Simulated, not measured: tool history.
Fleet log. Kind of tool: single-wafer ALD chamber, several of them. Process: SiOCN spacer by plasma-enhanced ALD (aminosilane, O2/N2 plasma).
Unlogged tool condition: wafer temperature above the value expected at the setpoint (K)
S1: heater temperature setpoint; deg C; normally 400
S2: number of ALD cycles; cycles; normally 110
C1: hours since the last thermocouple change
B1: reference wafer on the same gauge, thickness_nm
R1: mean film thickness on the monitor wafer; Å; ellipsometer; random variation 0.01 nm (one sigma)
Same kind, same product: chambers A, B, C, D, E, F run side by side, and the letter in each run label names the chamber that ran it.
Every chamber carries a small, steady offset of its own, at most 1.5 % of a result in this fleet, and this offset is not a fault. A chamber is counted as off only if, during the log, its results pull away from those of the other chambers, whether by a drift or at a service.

{"run": "1D", "hour": 5.0, "S1": 400, "S2": 110, "C1": 1487.4, "B1": 6.5526, "R1": 66.003}
{"run": "2E", "hour": 8.5, "S1": 400, "S2": 110, "C1": 651.0, "B1": 6.5532, "R1": 66.764}
{"run": "3A", "hour": 11.3, "S1": 400, "S2": 110, "C1": 116.4, "B1": 6.5511, "R1": 65.562}
{"run": "4F", "hour": 15.0, "S1": 400, "S2": 110, "C1": 2719.8, "B1": 6.5525, "R1": 66.339}
{"run": "5B", "hour": 18.2, "S1": 400, "S2": 110, "C1": 25.8, "B1": 6.557, "R1": 66.758}
{"run": "6C", "hour": 22.0, "S1": 400, "S2": 110, "C1": 462.5, "B1": 6.5564, "R1": 66.337}
{"run": "7A", "hour": 26.6, "S1": 407, "S2": 110, "C1": 131.7, "B1": 6.5543, "R1": 64.142}
{"run": "8F", "hour": 30.0, "S1": 407, "S2": 110, "C1": 2734.8, "B1": 6.5585, "R1": 65.116}
{"run": "9B", "hour": 33.4, "S1": 407, "S2": 110, "C1": 41.0, "B1": 6.5603, "R1": 65.458}
{"run": "10D", "hour": 37.0, "S1": 407, "S2": 110, "C1": 1519.4, "B1": 6.5598, "R1": 64.615}
{"run": "11E", "hour": 42.1, "S1": 407, "S2": 110, "C1": 684.6, "B1": 6.5579, "R1": 65.666}
{"run": "12C", "hour": 45.5, "S1": 407, "S2": 110, "C1": 486.0, "B1": 6.5645, "R1": 64.918}
{"run": "13A", "hour": 50.6, "S1": 400, "S2": 110, "C1": 155.7, "B1": 6.5631, "R1": 65.785}
{"run": "14D", "hour": 55.3, "S1": 400, "S2": 110, "C1": 1537.7, "B1": 6.5656, "R1": 66.162}
{"run": "15E", "hour": 58.2, "S1": 387, "S2": 120, "C1": 700.7, "B1": 6.5665, "R1": 73.166}
{"run": "16B", "hour": 61.7, "S1": 387, "S2": 120, "C1": 69.3, "B1": 6.5671, "R1": 73.265}
{"run": "17C", "hour": 66.8, "S1": 387, "S2": 120, "C1": 507.3, "B1": 6.5672, "R1": 72.645}
{"run": "18F", "hour": 69.9, "S1": 387, "S2": 120, "C1": 2774.7, "B1": 6.5669, "R1": 72.509}
{"run": "19C", "hour": 74.7, "S1": 387, "S2": 120, "C1": 515.2, "B1": 6.5716, "R1": 72.742}
{"run": "20F", "hour": 78.8, "S1": 387, "S2": 120, "C1": 2783.6, "B1": 6.5709, "R1": 72.719}
{"run": "21E", "hour": 83.2, "S1": 400, "S2": 110, "C1": 725.7, "B1": 6.5718, "R1": 67.004}
{"run": "22A", "hour": 88.2, "S1": 400, "S2": 110, "C1": 193.3, "B1": 6.5738, "R1": 65.587}
{"run": "23B", "hour": 92.7, "S1": 400, "S2": 110, "C1": 100.3, "B1": 6.5777, "R1": 67.022}
{"run": "24D", "hour": 95.0, "S1": 400, "S2": 110, "C1": 1577.4, "B1": 6.5752, "R1": 66.101}
{"run": "25A", "hour": 98.5, "S1": 400, "S2": 110, "C1": 203.6, "B1": 6.576, "R1": 65.751}
{"run": "26D", "hour": 103.0, "S1": 400, "S2": 110, "C1": 1585.4, "B1": 6.5795, "R1": 66.313}
{"run": "27C", "hour": 107.6, "S1": 400, "S2": 110, "C1": 548.1, "B1": 6.5795, "R1": 66.819}
{"run": "28E", "hour": 110.5, "S1": 400, "S2": 110, "C1": 753.0, "B1": 6.5788, "R1": 67.035}
{"run": "29F", "hour": 112.9, "S1": 400, "S2": 110, "C1": 2817.7, "B1": 6.5811, "R1": 66.505}
{"run": "30B", "hour": 117.7, "S1": 395, "S2": 110, "C1": 125.3, "B1": 6.5782, "R1": 67.107}
{"run": "31D", "hour": 120.0, "S1": 395, "S2": 110, "C1": 1602.4, "B1": 6.5819, "R1": 66.172}
{"run": "32A", "hour": 124.5, "S1": 395, "S2": 110, "C1": 229.6, "B1": 6.5815, "R1": 65.85}
{"run": "33F", "hour": 129.2, "S1": 395, "S2": 110, "C1": 2834.0, "B1": 6.5841, "R1": 66.542}
{"run": "34E", "hour": 131.9, "S1": 395, "S2": 110, "C1": 774.4, "B1": 6.5884, "R1": 67.059}
{"run": "35C", "hour": 135.1, "S1": 395, "S2": 110, "C1": 575.6, "B1": 6.587, "R1": 66.946}
{"run": "36B", "hour": 140.1, "S1": 400, "S2": 110, "C1": 147.7, "B1": 6.5866, "R1": 67.035}
{"run": "37F", "hour": 144.5, "S1": 400, "S2": 110, "C1": 2849.3, "B1": 6.5881, "R1": 66.644}
{"run": "38E", "hour": 147.0, "S1": 400, "S2": 110, "C1": 789.5, "B1": 6.5904, "R1": 67.055}
{"run": "39D", "hour": 150.2, "S1": 400, "S2": 110, "C1": 1632.6, "B1": 6.5911, "R1": 66.311}
{"run": "40B", "hour": 154.3, "S1": 400, "S2": 110, "C1": 161.9, "B1": 6.5906, "R1": 67.373}

Is one chamber out of step, is the gauge drifting, or do the chambers differ by no more than their own small offsets? For an off chamber, give its letter and the likeliest cause.

The shared gauge is drifting. All chambers look as if they move in step, but none is off.
What lies behind it: gauge reads high (%) = 0.645.
